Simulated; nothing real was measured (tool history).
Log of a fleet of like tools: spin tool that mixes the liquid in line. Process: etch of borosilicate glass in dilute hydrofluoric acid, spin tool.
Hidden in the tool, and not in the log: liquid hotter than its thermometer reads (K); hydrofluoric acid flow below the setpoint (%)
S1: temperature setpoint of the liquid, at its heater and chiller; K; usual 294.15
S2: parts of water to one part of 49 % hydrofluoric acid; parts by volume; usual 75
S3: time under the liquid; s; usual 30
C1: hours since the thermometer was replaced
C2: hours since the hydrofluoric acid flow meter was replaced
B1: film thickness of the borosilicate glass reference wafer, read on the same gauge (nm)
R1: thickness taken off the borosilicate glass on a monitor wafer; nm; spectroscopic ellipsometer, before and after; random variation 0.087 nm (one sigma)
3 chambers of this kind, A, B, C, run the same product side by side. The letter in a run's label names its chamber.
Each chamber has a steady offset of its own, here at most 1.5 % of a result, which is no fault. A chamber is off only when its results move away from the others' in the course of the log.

run,hour,S1,S2,S3,C1,C2,B1,R1
1B,10.1,294.15,75,30,1146.6,479.2,130.02,10.4820
2C,18.3,294.15,75,30,352.5,263.5,130.00,10.6240
3A,30.1,294.15,75,30,1281.4,341.0,130.00,10.4080
4C,37.1,294.15,75,30,371.3,282.3,129.97,10.7150
5A,45.1,294.15,75,30,1296.4,356.0,129.98,10.5870
6B,54.3,294.15,75,30,1190.8,523.4,130.00,10.4640
7A,62.9,294.15,75,30,1314.2,373.8,129.99,10.5610
# hour 70.9: chamber B: hydrofluoric acid flow meter replaced
8B,73.4,294.15,75,30,1209.9,2.6,130.00,10.3370
9C,84.3,294.15,75,30,418.5,329.5,129.96,10.7980
10A,91.8,294.15,75,30,1343.1,402.7,129.97,10.4750
11B,98.9,294.15,75,30,1235.4,28.1,130.00,10.4880
12C,106.6,292.15,75,15,440.8,351.8,130.01,4.8955
13A,114.8,292.15,75,15,1366.1,425.7,129.98,4.8127
14B,120.2,292.15,75,15,1256.7,49.4,130.01,4.8597
15C,130.4,294.15,75,30,464.6,375.6,130.00,10.5250
16B,141.2,294.15,75,30,1277.7,70.4,130.01,10.4780
17C,150.5,294.15,115,40,484.7,395.7,130.04,8.7072
18A,160.4,294.15,115,40,1411.7,471.3,129.99,8.5978
19B,167.2,294.15,115,40,1303.7,96.4,130.00,8.6640
20A,174.9,294.15,75,30,1426.2,485.8,130.03,10.1420
21C,182.1,294.15,75,30,516.3,427.3,130.00,10.5990
22B,189.9,290.15,65,30,1326.4,119.1,130.00,10.3220
23C,197.7,290.15,65,30,531.9,442.9,130.00,10.5550
24A,209.3,290.15,65,30,1460.6,520.2,130.01,9.8919
25B,217.2,294.15,75,30,1353.7,146.4,129.99,10.4700
26C,223.0,291.65,75,20,557.2,468.2,129.99,6.3546
27A,230.6,291.65,75,20,1481.9,541.5,130.02,6.0214
28C,238.0,291.65,75,20,572.2,483.2,130.02,6.3433
29A,249.7,291.15,75,45,1501.0,560.6,130.02,13.1380
30B,258.2,291.15,75,45,1394.7,187.4,130.00,13.6070
31C,268.4,291.15,75,45,602.6,513.6,130.01,14.0030

Is one chamber off against the others, does the gauge drift, or is nothing wrong? If a chamber is off, say which, and what the likeliest cause is.

Chamber A drifts away from the others.
Cause: hydrofluoric acid flow below the setpoint (%) = 5.31.
The log may not tell that from: liquid colder than its thermometer reads (K).

Here are 4 candidates for chamber A's next run, each the usual settings with a change, their results left as question marks. Which one brings its results back in line with what the others give on the usual settings?
In line means no further than this from the other chambers' mean on the usual settings: R1 0.3100 nm
32A-1,276.9,290.65,75,30,,,,?
32A-2,276.9,294.15,70,30,,,,?
32A-3,276.9,297.65,75,30,,,,?
32A-4,276.9,294.15,80,30,,,,?

The other chambers' mean on the usual settings: R1 10.5800 nm
run,R1
32A-1,8.4792
32A-2,10.6060
32A-3,11.3690
32A-4,9.1676
32A-2 brings the chamber back in line.
